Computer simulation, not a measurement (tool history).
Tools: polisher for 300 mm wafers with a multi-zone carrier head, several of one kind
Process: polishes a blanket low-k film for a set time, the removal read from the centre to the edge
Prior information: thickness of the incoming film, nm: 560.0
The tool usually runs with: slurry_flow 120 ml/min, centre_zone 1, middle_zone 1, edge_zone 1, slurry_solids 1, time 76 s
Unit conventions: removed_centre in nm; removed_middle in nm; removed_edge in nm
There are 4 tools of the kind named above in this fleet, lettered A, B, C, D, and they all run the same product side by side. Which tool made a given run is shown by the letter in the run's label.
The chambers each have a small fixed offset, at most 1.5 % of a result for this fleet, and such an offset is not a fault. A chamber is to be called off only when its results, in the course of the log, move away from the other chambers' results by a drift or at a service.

run	hour	slurry_flow	centre_zone	middle_zone	edge_zone	slurry_solids	time	removed_centre	removed_middle	removed_edge
1B	5.8	120	1	1	1	1	76	20.223	19.506	19.235
2A	14.4	120	1	1	1	1	76	19.79	19.486	19.462
3C	19.7	120	1	1	1	1	76	19.43	19.674	19.214
# hour 23.1: chamber B: worn pad replaced by a new one
# hour 23.8: chamber C: worn pad replaced by a new one
4D	25.8	120	1	1	1	1	76	19.766	19.611	19.677
5A	32.5	120	1	1	1	1	76	19.58	19.467	19.329
# hour 32.6: chamber D: centre zone pressure recalibrated
6B	42.7	150	1	1	1	1	76	20.706	20.434	20.121
# hour 43.3: chamber D: worn pad replaced by a new one
7C	48.6	150	1	1	1	1	76	20.717	20.617	20.273
8D	53.9	150	1	1	1	1	76	20.587	20.706	20.109
# hour 55.5: chamber C: centre zone pressure recalibrated
9C	59.6	150	1	1	1	1	76	20.688	20.648	20.007
# hour 62.8: chamber A: worn pad replaced by a new one
10D	64.7	120	1	1	1	1	76	19.453	19.522	19.825
11B	73.3	120	1	1	1	1	76	19.33	19.207	19.486
# hour 82.7: chamber B: worn pad replaced by a new one
12A	84.7	120	1	1	1	1	76	19.71	19.664	19.239
# hour 88.1: chamber C: worn pad replaced by a new one
13D	95.2	120	1	1	1	1	76	19.997	19.667	19.496
14A	101.8	120	1	1	1	1	76	19.474	19.447	19.696
15B	109.1	120	1	1	1	1	76	19.792	19.515	19.603
16C	114.9	120	1	1	1	1	76	18.808	19.312	19.762
# hour 118.9: chamber A: worn pad replaced by a new one
17A	120.5	120	1	1	1	1	76	20.079	19.512	19.517
18D	126.3	120	1	1	1	1	76	19.48	19.887	19.378
# hour 132.7: chamber D: worn pad replaced by a new one
19C	134.4	120	1	1	1	1	76	19.306	19.275	19.508
# hour 144.7: chamber B: worn pad replaced by a new one
20B	144.8	120	1	1	1	1	76	19.959	19.234	19.629
# hour 147.4: chamber C: worn pad replaced by a new one
21A	155.9	120	1	1	1	1	76	19.768	19.619	19.332
22C	162.2	120	1	1	1	1.25	102	27.931	28.566	28.157
23D	169.9	120	1	1	1	1.25	102	28.873	29.239	29.351
24B	176.8	120	1	1	1	1.25	102	29.169	28.59	29.285
# hour 181.8: chamber A: worn pad replaced by a new one
25C	188.5	120	1	1	1	1.25	102	28.293	28.148	27.669
26B	197.5	90	1	1	1	1	100	23.346	23.661	24.429
# hour 203.5: chamber B: worn pad replaced by a new one
27A	204	90	1	1	1	1	100	23.976	23.642	24.003
# hour 207.4: chamber A: slurry nozzle cleaned
# hour 208.8: chamber C: worn pad replaced by a new one
28D	209.4	90	1	1	1	1	100	23.526	23.984	24.325
29A	218.1	90	1	1	1	1	100	23.888	23.57	23.98
30B	228.7	120	1	1	1	1	76	19.74	19.538	19.187
# hour 230.4: chamber D: worn pad replaced by a new one
31C	236.7	120	1	1	1	1	76	19.227	18.801	19.134
# hour 244.6: chamber A: worn pad replaced by a new one
32D	246.7	120	1	1	1	1	76	19.704	19.771	19.417
# hour 247.9: chamber D: edge zone pressure recalibrated
33C	256.8	120	0.96	1	1	1	85	20.019	21.157	21.3
# hour 260.3: chamber A: centre zone pressure recalibrated
# hour 261.4: chamber B: worn pad replaced by a new one
34A	262.1	120	0.96	1	1	1	85	20.641	21.834	21.941
# hour 268.6: chamber C: worn pad replaced by a new one
35D	268.8	120	0.96	1	1	1	85	20.975	21.839	22.094
# hour 272.3: chamber B: slurry nozzle cleaned
36B	276.8	120	0.96	1	1	1	85	20.939	21.788	21.977
37B	285.9	120	1	1	0.95	1	76	19.537	19.491	19.126
38D	291.1	120	1	1	0.95	1	76	19.402	19.834	19.203
39A	297.4	120	1	1	0.95	1	76	19.333	19.536	18.71
40C	306.6	120	1	1	0.95	1	76	18.857	18.667	18.286
41C	311.8	120	1	1	1	1	76	18.318	18.67	18.858

Which is it: a chamber that has drifted or been left off by a service, a gauge drift common to all chambers, or only each chamber's usual small offset? If a chamber is off, name it and its likeliest cause.

Chamber C drifts away from the others.
Most likely cause: slurry flow missing at the pad, % = 19.6.

Here are 4 candidates for chamber C's next run, each the usual settings with a change, their results left as question marks. Which one brings its results back in line with what the others give on the usual settings?
Maximum distance from the other chambers' mean on the usual settings for a result to count as in line: removed_centre 0.84 nm; removed_middle 0.42 nm; removed_edge 0.71 nm
42C-1	320.2	125	1.03	1.02	0.98	1.05	82	?	?	?
42C-2	320.2	115	0.98	0.99	1.01	1	74	?	?	?
42C-3	320.2	125	1.02	1.01	0.99	1	78	?	?	?
42C-4	320.2	110	0.96	0.98	1.03	1	71	?	?	?

Mean of the other chambers on the usual settings: removed_centre 19.598 nm; removed_middle 19.53 nm; removed_edge 19.493 nm
run	removed_centre	removed_middle	removed_edge
42C-1	21.232	21.013	20.696
42C-2	17.238	17.612	18.267
42C-3	19.542	19.375	19.362
42C-4	15.905	16.511	17.551
The answer is 42C-3, which returns the chamber to within the allowed miss of the others.
